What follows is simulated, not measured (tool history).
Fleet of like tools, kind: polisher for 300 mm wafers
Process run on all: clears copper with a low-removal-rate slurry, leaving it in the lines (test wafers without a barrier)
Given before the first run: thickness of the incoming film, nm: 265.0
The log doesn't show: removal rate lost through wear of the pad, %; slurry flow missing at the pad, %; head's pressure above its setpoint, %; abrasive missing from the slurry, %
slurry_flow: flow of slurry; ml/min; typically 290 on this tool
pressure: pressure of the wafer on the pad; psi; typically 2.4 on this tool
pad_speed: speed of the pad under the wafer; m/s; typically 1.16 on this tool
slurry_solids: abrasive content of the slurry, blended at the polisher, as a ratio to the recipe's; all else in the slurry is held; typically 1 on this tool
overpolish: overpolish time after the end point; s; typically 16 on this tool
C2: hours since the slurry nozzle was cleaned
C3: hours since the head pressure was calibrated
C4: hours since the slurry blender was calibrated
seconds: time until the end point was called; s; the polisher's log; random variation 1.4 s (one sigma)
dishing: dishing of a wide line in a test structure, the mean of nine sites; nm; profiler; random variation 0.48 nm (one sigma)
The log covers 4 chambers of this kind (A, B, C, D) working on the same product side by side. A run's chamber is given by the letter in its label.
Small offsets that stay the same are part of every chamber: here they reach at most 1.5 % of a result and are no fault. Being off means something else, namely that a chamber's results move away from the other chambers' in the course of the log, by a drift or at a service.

Run 1C, hour 2.1: usual settings; wafers polished on this pad 701; C2 53.7; C3 1044.6; C4 94.1. Result: seconds 90.916 s, dishing 27.525 nm.
Run 2A, hour 6.8: usual settings; wafers polished on this pad 105; C2 108.9; C3 249.7; C4 178.1. Result: seconds 91.102 s, dishing 28.322 nm.
Run 3D, hour 10.2: usual settings; wafers polished on this pad 919; C2 298.2; C3 208.2; C4 81.3. Result: seconds 91.314 s, dishing 26.58 nm.
Run 4B, hour 13.9: usual settings; wafers polished on this pad 283; C2 56.8; C3 730.9; C4 239.7. Result: seconds 93.067 s, dishing 27.74 nm.
At hour 15.7: chamber B: slurry blender recalibrated.
Run 5B, hour 17.8: usual settings; wafers polished on this pad 307; C2 60.7; C3 734.8; C4 2.2. Result: seconds 91.826 s, dishing 28.352 nm.
At hour 18.6: chamber D: worn pad replaced by a new one.
Run 6C, hour 22: usual settings; wafers polished on this pad 822; C2 73.6; C3 1064.5; C4 114. Result: seconds 94.463 s, dishing 26.559 nm.
Run 7A, hour 24.3: usual settings but pad_speed 1.46 m/s; wafers polished on this pad 211; C2 126.4; C3 267.2; C4 195.6. Result: seconds 73.254 s, dishing 31.352 nm.
Run 8D, hour 26.7: usual settings but pad_speed 1.46 m/s; wafers polished on this pad 49; C2 314.7; C3 224.7; C4 97.8. Result: seconds 72.624 s, dishing 31.792 nm.
Run 9C, hour 30: usual settings but pad_speed 1.46 m/s; wafers polished on this pad 870; C2 81.6; C3 1072.5; C4 122. Result: seconds 73.551 s, dishing 32.657 nm.
Run 10B, hour 34.5: usual settings but pad_speed 1.46 m/s; wafers polished on this pad 408; C2 77.4; C3 751.5; C4 18.9. Result: seconds 71.823 s, dishing 32.823 nm.
Run 11D, hour 39.1: usual settings; wafers polished on this pad 124; C2 327.1; C3 237.1; C4 110.2. Result: seconds 91.123 s, dishing 27.39 nm.
Run 12A, hour 41.3: usual settings; wafers polished on this pad 315; C2 143.4; C3 284.2; C4 212.6. Result: seconds 90.768 s, dishing 27.307 nm.
Run 13A, hour 45.1: usual settings; wafers polished on this pad 338; C2 147.2; C3 288; C4 216.4. Result: seconds 91.252 s, dishing 26.768 nm.
Run 14B, hour 48.3: usual settings; wafers polished on this pad 492; C2 91.2; C3 765.3; C4 32.7. Result: seconds 91.068 s, dishing 27.889 nm.
Run 15D, hour 51.5: usual settings but slurry_flow 375 ml/min; wafers polished on this pad 200; C2 339.5; C3 249.5; C4 122.6. Result: seconds 91.332 s, dishing 28.008 nm.
Run 16C, hour 54.2: usual settings but slurry_flow 375 ml/min; wafers polished on this pad 1017; C2 105.8; C3 1096.7; C4 146.2. Result: seconds 90.533 s, dishing 29.056 nm.
Run 17D, hour 58.7: usual settings but slurry_flow 375 ml/min; wafers polished on this pad 243; C2 346.7; C3 256.7; C4 129.8. Result: seconds 90.638 s, dishing 27.937 nm.
Run 18A, hour 61.6: usual settings but slurry_flow 375 ml/min; wafers polished on this pad 438; C2 163.7; C3 304.5; C4 232.9. Result: seconds 89.806 s, dishing 28.155 nm.
At hour 63.1: chamber C: worn pad replaced by a new one.
Run 19C, hour 65.6: usual settings; wafers polished on this pad 15; C2 117.2; C3 1108.1; C4 157.6. Result: seconds 91.022 s, dishing 27.483 nm.
Run 20B, hour 68.9: usual settings; wafers polished on this pad 617; C2 111.8; C3 785.9; C4 53.3. Result: seconds 90.292 s, dishing 27.626 nm.
At hour 70.5: chamber B: head pressure recalibrated.
Run 21C, hour 72.8: usual settings; wafers polished on this pad 59; C2 124.4; C3 1115.3; C4 164.8. Result: seconds 93.821 s, dishing 27.629 nm.
Run 22B, hour 76: usual settings; wafers polished on this pad 660; C2 118.9; C3 5.5; C4 60.4. Result: seconds 91.463 s, dishing 27.865 nm.
Run 23A, hour 79.2: usual settings; wafers polished on this pad 545; C2 181.3; C3 322.1; C4 250.5. Result: seconds 91.295 s, dishing 27.511 nm.
Run 24D, hour 83.6: usual settings; wafers polished on this pad 395; C2 371.6; C3 281.6; C4 154.7. Result: seconds 93.035 s, dishing 26.682 nm.
At hour 87: chamber C: slurry blender recalibrated.
Run 25B, hour 88.3: usual settings; wafers polished on this pad 735; C2 131.2; C3 17.8; C4 72.7. Result: seconds 90.376 s, dishing 28.153 nm.
Run 26A, hour 92.6: usual settings; wafers polished on this pad 626; C2 194.7; C3 335.5; C4 263.9. Result: seconds 92.828 s, dishing 28.424 nm.
Run 27C, hour 95.6: usual settings; wafers polished on this pad 197; C2 147.2; C3 1138.1; C4 8.7. Result: seconds 91.055 s, dishing 26.542 nm.
Run 28D, hour 100.2: usual settings; wafers polished on this pad 495; C2 388.2; C3 298.2; C4 171.3. Result: seconds 90.66 s, dishing 28.042 nm.
Run 29B, hour 104.9: usual settings; wafers polished on this pad 836; C2 147.8; C3 34.4; C4 89.3. Result: seconds 93.795 s, dishing 27.565 nm.
Run 30D, hour 109.4: usual settings; wafers polished on this pad 551; C2 397.4; C3 307.4; C4 180.5. Result: seconds 92.727 s, dishing 27.61 nm.
Run 31A, hour 111.7: usual settings; wafers polished on this pad 742; C2 213.8; C3 354.6; C4 283. Result: seconds 92.401 s, dishing 27.917 nm.
Run 32C, hour 113.9: usual settings; wafers polished on this pad 309; C2 165.5; C3 1156.4; C4 27. Result: seconds 93.749 s, dishing 27.276 nm.
Run 33D, hour 118.5: usual settings; wafers polished on this pad 607; C2 406.5; C3 316.5; C4 189.6. Result: seconds 93.53 s, dishing 26.871 nm.
Run 34B, hour 123.2: usual settings; wafers polished on this pad 947; C2 166.1; C3 52.7; C4 107.6. Result: seconds 91.485 s, dishing 28.109 nm.
Run 35C, hour 125.8: usual settings; wafers polished on this pad 381; C2 177.4; C3 1168.3; C4 38.9. Result: seconds 89.874 s, dishing 27.329 nm.
Run 36A, hour 128.9: usual settings; wafers polished on this pad 847; C2 231; C3 371.8; C4 300.2. Result: seconds 94.077 s, dishing 27.894 nm.
Run 37A, hour 132.3: usual settings but pressure 2.7 psi, overpolish 21 s; wafers polished on this pad 867; C2 234.4; C3 375.2; C4 303.6. Result: seconds 82.756 s, dishing 36.426 nm.

Does one chamber stand apart from the rest, does the shared gauge drift, or is all well apart from small per-chamber offsets? Give the chamber and the most likely cause, where there is one.

Beyond each chamber's small constant offset nothing stands out, and the gauge stays steady.
